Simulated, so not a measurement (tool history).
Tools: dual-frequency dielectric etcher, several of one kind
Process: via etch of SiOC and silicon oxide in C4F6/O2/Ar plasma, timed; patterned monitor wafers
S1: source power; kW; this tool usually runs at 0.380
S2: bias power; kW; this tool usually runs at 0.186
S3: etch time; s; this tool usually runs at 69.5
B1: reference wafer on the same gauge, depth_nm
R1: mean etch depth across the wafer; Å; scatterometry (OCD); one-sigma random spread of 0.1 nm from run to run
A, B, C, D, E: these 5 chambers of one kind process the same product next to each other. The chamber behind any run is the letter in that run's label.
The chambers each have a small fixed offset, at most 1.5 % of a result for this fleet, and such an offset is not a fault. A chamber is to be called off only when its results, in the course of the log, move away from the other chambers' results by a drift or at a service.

run,hour,S1,S2,S3,B1,R1
1B,14.3,0.380,0.186,69.5,72.818,782.80
2A,26.8,0.380,0.186,69.5,72.841,785.76
3D,36.3,0.380,0.186,69.5,72.838,782.89
4C,50.4,0.380,0.186,69.5,72.858,783.59
5E,62.5,0.380,0.186,69.5,72.858,777.18
6C,76.3,0.380,0.186,69.5,72.866,783.20
7B,90.3,0.380,0.186,69.5,72.849,779.83
8E,105.1,0.380,0.186,69.5,72.878,780.03
9A,119.3,0.380,0.186,69.5,72.879,784.82
10D,133.8,0.380,0.186,62.5,72.878,703.88
# hour 145.3: chamber D: source power generator calibrated
11E,146.0,0.380,0.186,62.5,72.901,699.80
# hour 149.8: chamber B: wet clean of the chamber
12B,160.0,0.380,0.186,62.5,72.908,703.39
13A,173.9,0.380,0.186,62.5,72.946,706.30
14D,188.3,0.380,0.186,62.5,72.937,704.52
15C,200.6,0.450,0.161,69.5,72.943,799.52
16C,208.2,0.450,0.161,69.5,72.969,800.71
17A,216.9,0.450,0.161,69.5,72.945,803.52
18D,225.3,0.450,0.161,69.5,72.971,800.89
# hour 233.4: chamber D: bias power generator calibrated
19B,238.1,0.450,0.161,69.5,72.980,797.64
20E,251.1,0.380,0.186,69.5,72.971,779.45
21D,264.2,0.380,0.186,69.5,72.987,784.97
22E,273.1,0.380,0.186,69.5,72.973,781.50
23B,288.4,0.380,0.186,69.5,73.018,784.71
24A,295.9,0.300,0.186,81.5,72.991,843.50
25C,312.0,0.300,0.186,81.5,73.032,839.12
26C,319.2,0.300,0.186,81.5,73.051,838.14
# hour 327.6: chamber A: wet clean of the chamber
27E,335.3,0.300,0.186,81.5,73.046,836.23
28A,344.4,0.300,0.186,81.5,73.032,846.24
29D,354.3,0.380,0.186,69.5,73.068,784.77
30B,369.1,0.380,0.186,69.5,73.058,785.06
31B,379.6,0.380,0.186,69.5,73.064,786.08
32C,387.1,0.380,0.186,69.5,73.095,786.80
# hour 396.5: chamber C: wet clean of the chamber
33D,403.2,0.380,0.186,69.5,73.095,786.29
34A,414.2,0.380,0.186,69.5,73.077,788.69
35E,421.7,0.380,0.207,54.0,73.098,629.48
36B,432.8,0.380,0.207,54.0,73.100,631.94
37D,441.1,0.380,0.207,54.0,73.133,632.31
38C,457.5,0.380,0.207,54.0,73.120,633.45
39A,468.1,0.380,0.207,54.0,73.158,635.73
40E,482.2,0.380,0.186,69.5,73.147,783.41
# hour 490.3: chamber D: wet clean of the chamber
41D,497.2,0.380,0.186,69.5,73.158,786.51
42E,512.5,0.380,0.186,69.5,73.184,781.76
# hour 512.6: chamber B: wet clean of the chamber
43A,522.9,0.380,0.186,69.5,73.188,791.27
44B,539.5,0.380,0.186,69.5,73.187,785.64

Read the log: is a single chamber off, either drifting away or since a service, is the gauge that measures every chamber drifting, or is nothing wrong beyond small per-chamber offsets? Name any odd chamber and what most likely caused it.

Gauge drift. The chambers move together only on paper, and none stands off.
Likeliest cause: gauge reads high (%) = 0.543.

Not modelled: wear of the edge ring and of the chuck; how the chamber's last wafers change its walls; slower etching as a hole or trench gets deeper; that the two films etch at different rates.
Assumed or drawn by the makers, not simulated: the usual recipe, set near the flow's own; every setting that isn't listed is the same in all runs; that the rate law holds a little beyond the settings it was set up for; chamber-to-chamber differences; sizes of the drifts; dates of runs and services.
